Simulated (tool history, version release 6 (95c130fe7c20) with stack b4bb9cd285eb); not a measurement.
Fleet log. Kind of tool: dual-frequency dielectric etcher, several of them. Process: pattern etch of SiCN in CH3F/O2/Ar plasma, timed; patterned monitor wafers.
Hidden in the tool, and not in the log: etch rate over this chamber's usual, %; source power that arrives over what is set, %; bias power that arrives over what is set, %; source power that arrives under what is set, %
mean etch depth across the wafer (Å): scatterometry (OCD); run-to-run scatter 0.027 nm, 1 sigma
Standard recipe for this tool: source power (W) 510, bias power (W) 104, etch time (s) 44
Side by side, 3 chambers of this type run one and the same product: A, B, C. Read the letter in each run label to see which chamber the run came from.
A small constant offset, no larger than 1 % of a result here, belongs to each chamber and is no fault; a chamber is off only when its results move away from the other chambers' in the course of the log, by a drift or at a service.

| run | hour | source power (W) | bias power (W) | etch time (s) | hours since the last wet clean | hours since the last source power generator calibration | hours since the last bias power generator calibration | read-back reference wafer on the same gauge, depth_nm | mean etch depth across the wafer (Å) |
|---|---|---|---|---|---|---|---|---|---|
| 1A | 2.7 | 510 | 104 | 44 | 413 | 890.4 | 1312.7 | 17.399 | 205.56 |
| 2C | 7.2 | 510 | 104 | 44 | 109.6 | 3601.6 | 269 | 17.4 | 205.93 |
| 3B | 11.6 | 510 | 104 | 44 | 557.2 | 2140.3 | 3257.6 | 17.392 | 207.32 |
| 4A | 15.7 | 510 | 104 | 44 | 426 | 903.4 | 1325.7 | 17.394 | 205.55 |
| 5C | 19.2 | 510 | 104 | 44 | 121.6 | 3613.6 | 281 | 17.39 | 205.71 |
| 6B | 21.3 | 510 | 104 | 44 | 566.9 | 2150 | 3267.3 | 17.387 | 207.35 |
| 7C | 24.3 | 510 | 104 | 44 | 126.7 | 3618.7 | 286.1 | 17.385 | 205.82 |
| 8B | 26.7 | 510 | 104 | 44 | 572.3 | 2155.4 | 3272.7 | 17.385 | 206.77 |
| 9A | 31.4 | 400 | 128 | 44 | 441.7 | 919.1 | 1341.4 | 17.382 | 203.24 |
| 10A | 34.7 | 400 | 128 | 44 | 445 | 922.4 | 1344.7 | 17.377 | 203.11 |
| 11B | 38 | 400 | 128 | 44 | 583.6 | 2166.7 | 3284 | 17.38 | 205.58 |
| 12C | 40.7 | 510 | 104 | 39.5 | 143.1 | 3635.1 | 302.5 | 17.375 | 184.65 |
| 13A | 42.9 | 510 | 104 | 39.5 | 453.2 | 930.6 | 1352.9 | 17.374 | 184.12 |
| 14B | 45.7 | 510 | 104 | 39.5 | 591.3 | 2174.4 | 3291.7 | 17.377 | 185.46 |
| 15C | 49.6 | 510 | 104 | 44 | 152 | 3644 | 311.4 | 17.366 | 205.69 |
| 16C | 53.2 | 510 | 104 | 44 | 155.6 | 3647.6 | 315 | 17.367 | 205.88 |
| 17B | 55.3 | 510 | 124 | 44 | 600.9 | 2184 | 3301.3 | 17.366 | 221.16 |
| 18A | 58.1 | 510 | 124 | 44 | 468.4 | 945.8 | 1368.1 | 17.359 | 219.1 |
|  | 58.2 | chamber C: source power generator calibrated |
| 19A | 62.1 | 510 | 124 | 44 | 472.4 | 949.8 | 1372.1 | 17.362 | 219.35 |
| 20C | 65.2 | 510 | 104 | 44 | 167.6 | 7 | 327 | 17.354 | 205.68 |
| 21B | 67.6 | 510 | 104 | 44 | 613.2 | 2196.3 | 3313.6 | 17.358 | 207.08 |
| 22B | 71.3 | 510 | 104 | 44 | 616.9 | 2200 | 3317.3 | 17.356 | 207.24 |
| 23C | 73.8 | 510 | 104 | 44 | 176.2 | 15.6 | 335.6 | 17.349 | 205.38 |
| 24A | 77.7 | 510 | 104 | 44 | 488 | 965.4 | 1387.7 | 17.348 | 205.18 |
| 25C | 81.4 | 510 | 104 | 44 | 183.8 | 23.2 | 343.2 | 17.346 | 205.79 |
| 26A | 84.2 | 640 | 104 | 40 | 494.5 | 971.9 | 1394.2 | 17.354 | 203.09 |
| 27B | 86.8 | 640 | 104 | 40 | 632.4 | 2215.5 | 3332.8 | 17.343 | 204.73 |
|  | 87.5 | chamber B: wet clean of the chamber |
| 28A | 90.1 | 640 | 104 | 40 | 500.4 | 977.8 | 1400.1 | 17.342 | 202.59 |
| 29C | 93.5 | 510 | 104 | 44 | 195.9 | 35.3 | 355.3 | 17.34 | 205.3 |
| 30B | 96 | 510 | 95 | 44 | 8.5 | 2224.7 | 3342 | 17.338 | 200.1 |
| 31A | 99.4 | 510 | 95 | 44 | 509.7 | 987.1 | 1409.4 | 17.339 | 198.76 |
| 32B | 103 | 510 | 95 | 44 | 15.5 | 2231.7 | 3349 | 17.335 | 199.84 |
| 33C | 106.2 | 510 | 104 | 44 | 208.6 | 48 | 368 | 17.334 | 205.61 |
| 34A | 110.4 | 510 | 104 | 44 | 520.7 | 998.1 | 1420.4 | 17.333 | 204.91 |
| 35C | 112.9 | 510 | 104 | 44 | 215.3 | 54.7 | 374.7 | 17.33 | 204.57 |
| 36B | 115.1 | 430 | 104 | 49.5 | 27.6 | 2243.8 | 3361.1 | 17.327 | 217.96 |
| 37B | 119.1 | 430 | 104 | 49.5 | 31.6 | 2247.8 | 3365.1 | 17.329 | 218.04 |
| 38A | 123.7 | 430 | 104 | 49.5 | 534 | 1011.4 | 1433.7 | 17.324 | 216.09 |
| 39C | 127.6 | 510 | 104 | 44 | 230 | 69.4 | 389.4 | 17.321 | 205.63 |
| 40C | 131 | 510 | 104 | 44 | 233.4 | 72.8 | 392.8 | 17.312 | 205.46 |
| 41B | 134.9 | 510 | 104 | 44 | 47.4 | 2263.6 | 3380.9 | 17.318 | 206.29 |
| 42A | 137.8 | 510 | 104 | 44 | 548.1 | 1025.5 | 1447.8 | 17.312 | 205.08 |
| 43A | 142 | 510 | 104 | 44 | 552.3 | 1029.7 | 1452 | 17.308 | 204.56 |

For the next run the whole fleet of 3 chambers uses the same settings. Give each chamber's results:
| 44A | 145.4 | 510 | 104 | 39.5 |  |  |  |  | ? |
| 44B | 145.4 | 510 | 104 | 39.5 |  |  |  |  | ? |
| 44C | 145.4 | 510 | 104 | 39.5 |  |  |  |  | ? |

| run | mean etch depth across the wafer (Å) |
|---|---|
| 44A | 183.89 |
| 44B | 185.08 |
| 44C | 184.15 |

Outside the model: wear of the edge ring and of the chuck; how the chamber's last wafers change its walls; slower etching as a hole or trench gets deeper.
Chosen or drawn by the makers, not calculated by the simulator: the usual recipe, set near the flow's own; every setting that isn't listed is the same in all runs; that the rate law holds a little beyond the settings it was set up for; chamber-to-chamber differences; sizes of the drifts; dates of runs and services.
